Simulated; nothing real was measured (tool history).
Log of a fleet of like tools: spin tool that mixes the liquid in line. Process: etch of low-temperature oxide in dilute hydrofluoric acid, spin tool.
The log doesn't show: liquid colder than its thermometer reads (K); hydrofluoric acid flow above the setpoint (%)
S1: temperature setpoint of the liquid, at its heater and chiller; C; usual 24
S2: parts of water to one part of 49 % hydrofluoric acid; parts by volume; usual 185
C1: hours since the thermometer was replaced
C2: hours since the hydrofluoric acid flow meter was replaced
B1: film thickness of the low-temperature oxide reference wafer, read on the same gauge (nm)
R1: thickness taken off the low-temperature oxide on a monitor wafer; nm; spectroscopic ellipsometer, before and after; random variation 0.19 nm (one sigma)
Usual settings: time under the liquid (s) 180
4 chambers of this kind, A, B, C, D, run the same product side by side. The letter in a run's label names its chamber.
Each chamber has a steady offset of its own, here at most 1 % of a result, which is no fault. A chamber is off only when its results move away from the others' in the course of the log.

run 1B day=0.225 | S1=24 S2=185 time_under_the_liquid_(s)=180 | C1=52.2 C2=940.6 | B1=120.02 | R1=19.263
run 2A day=0.633 | S1=24 S2=185 time_under_the_liquid_(s)=180 | C1=407.7 C2=336.9 | B1=119.98 | R1=19.273
run 3C day=0.871 | S1=24 S2=185 time_under_the_liquid_(s)=180 | C1=956.6 C2=211.7 | B1=120.02 | R1=18.45
run 4D day=1.117 | S1=24 S2=185 time_under_the_liquid_(s)=180 | C1=551.7 C2=1104.8 | B1=119.98 | R1=19.257
run 5D day=1.479 | S1=24 S2=185 time_under_the_liquid_(s)=115 | C1=560.4 C2=1113.5 | B1=120.01 | R1=12.427
run 6A day=1.862 | S1=24 S2=185 time_under_the_liquid_(s)=115 | C1=437.2 C2=366.4 | B1=120 | R1=12.374
run 7C day=2.183 | S1=24 S2=185 time_under_the_liquid_(s)=115 | C1=988.1 C2=243.2 | B1=119.98 | R1=12.184
run 8B day=2.392 | S1=24 S2=185 time_under_the_liquid_(s)=115 | C1=104.2 C2=992.6 | B1=119.99 | R1=12.301
run 9D day=2.8 | S1=24 S2=185 time_under_the_liquid_(s)=180 | C1=592.1 C2=1145.2 | B1=120.01 | R1=18.99
run 10A day=3.071 | S1=24 S2=185 time_under_the_liquid_(s)=180 | C1=466.2 C2=395.4 | B1=119.97 | R1=19.261
run 11C day=3.425 | S1=24 S2=185 time_under_the_liquid_(s)=180 | C1=1017.9 C2=273 | B1=119.99 | R1=19.202
run 12B day=3.746 | S1=24 S2=185 time_under_the_liquid_(s)=180 | C1=136.7 C2=1025.1 | B1=120 | R1=18.829
run 13D day=3.975 | S1=24 S2=185 time_under_the_liquid_(s)=180 | C1=620.3 C2=1173.4 | B1=119.98 | R1=18.94
run 14B day=4.396 | S1=24 S2=185 time_under_the_liquid_(s)=180 | C1=152.3 C2=1040.7 | B1=120 | R1=19.104
run 15A day=4.8 | S1=24 S2=185 time_under_the_liquid_(s)=180 | C1=507.7 C2=436.9 | B1=120.01 | R1=18.838
run 16C day=5.154 | S1=24 S2=185 time_under_the_liquid_(s)=180 | C1=1059.4 C2=314.5 | B1=120.02 | R1=19.257
run 17C day=5.346 | S1=24 S2=185 time_under_the_liquid_(s)=180 | C1=1064 C2=319.1 | B1=120.01 | R1=18.988
run 18B day=5.55 | S1=24 S2=185 time_under_the_liquid_(s)=180 | C1=180 C2=1068.4 | B1=120.02 | R1=18.912
run 19A day=5.879 | S1=24 S2=230 time_under_the_liquid_(s)=75 | C1=533.6 C2=462.8 | B1=119.99 | R1=5.8752
run 20D day=6.246 | S1=24 S2=230 time_under_the_liquid_(s)=75 | C1=674.8 C2=1227.9 | B1=119.98 | R1=6.2094
run 21A day=6.471 | S1=24 S2=230 time_under_the_liquid_(s)=75 | C1=547.8 C2=477 | B1=119.98 | R1=5.9066
run 22D day=6.738 | S1=24 S2=230 time_under_the_liquid_(s)=75 | C1=686.6 C2=1239.7 | B1=119.97 | R1=6.2728
run 23B day=7.021 | S1=24 S2=185 time_under_the_liquid_(s)=180 | C1=215.3 C2=1103.7 | B1=119.99 | R1=18.964
run 24C day=7.354 | S1=24 S2=185 time_under_the_liquid_(s)=180 | C1=1112.2 C2=367.3 | B1=120.02 | R1=18.86
run 25D day=7.725 | S1=24 S2=185 time_under_the_liquid_(s)=180 | C1=710.3 C2=1263.4 | B1=120.02 | R1=19.199
run 26A day=8.025 | S1=24 S2=185 time_under_the_liquid_(s)=180 | C1=585.1 C2=514.3 | B1=120 | R1=18.585
run 27C day=8.396 | S1=24 S2=185 time_under_the_liquid_(s)=180 | C1=1137.2 C2=392.3 | B1=120.02 | R1=18.963
run 28B day=8.692 | S1=24 S2=185 time_under_the_liquid_(s)=180 | C1=255.4 C2=1143.8 | B1=120.01 | R1=19.11
run 29A day=8.888 | S1=24 S2=185 time_under_the_liquid_(s)=95 | C1=605.8 C2=535 | B1=120.01 | R1=9.6964
run 30C day=9.129 | S1=24 S2=185 time_under_the_liquid_(s)=95 | C1=1154.8 C2=409.9 | B1=120.01 | R1=9.9797
run 31D day=9.383 | S1=24 S2=185 time_under_the_liquid_(s)=95 | C1=750.1 C2=1303.2 | B1=120.01 | R1=10.133
run 32B day=9.671 | S1=24 S2=185 time_under_the_liquid_(s)=95 | C1=278.9 C2=1167.3 | B1=120.02 | R1=10.12
run 33C day=9.929 | S1=24 S2=185 time_under_the_liquid_(s)=180 | C1=1174 C2=429.1 | B1=120.02 | R1=18.772

All 4 chambers run these settings next. Forecast each chamber's results:
run 34A day=10.233 | S1=24 S2=185 time_under_the_liquid_(s)=180 | R1=?
run 34B day=10.233 | S1=24 S2=185 time_under_the_liquid_(s)=180 | R1=?
run 34C day=10.233 | S1=24 S2=185 time_under_the_liquid_(s)=180 | R1=?
run 34D day=10.233 | S1=24 S2=185 time_under_the_liquid_(s)=180 | R1=?

run=34A R1=18.242
run=34B R1=19.295
run=34C R1=18.783
run=34D R1=19.263

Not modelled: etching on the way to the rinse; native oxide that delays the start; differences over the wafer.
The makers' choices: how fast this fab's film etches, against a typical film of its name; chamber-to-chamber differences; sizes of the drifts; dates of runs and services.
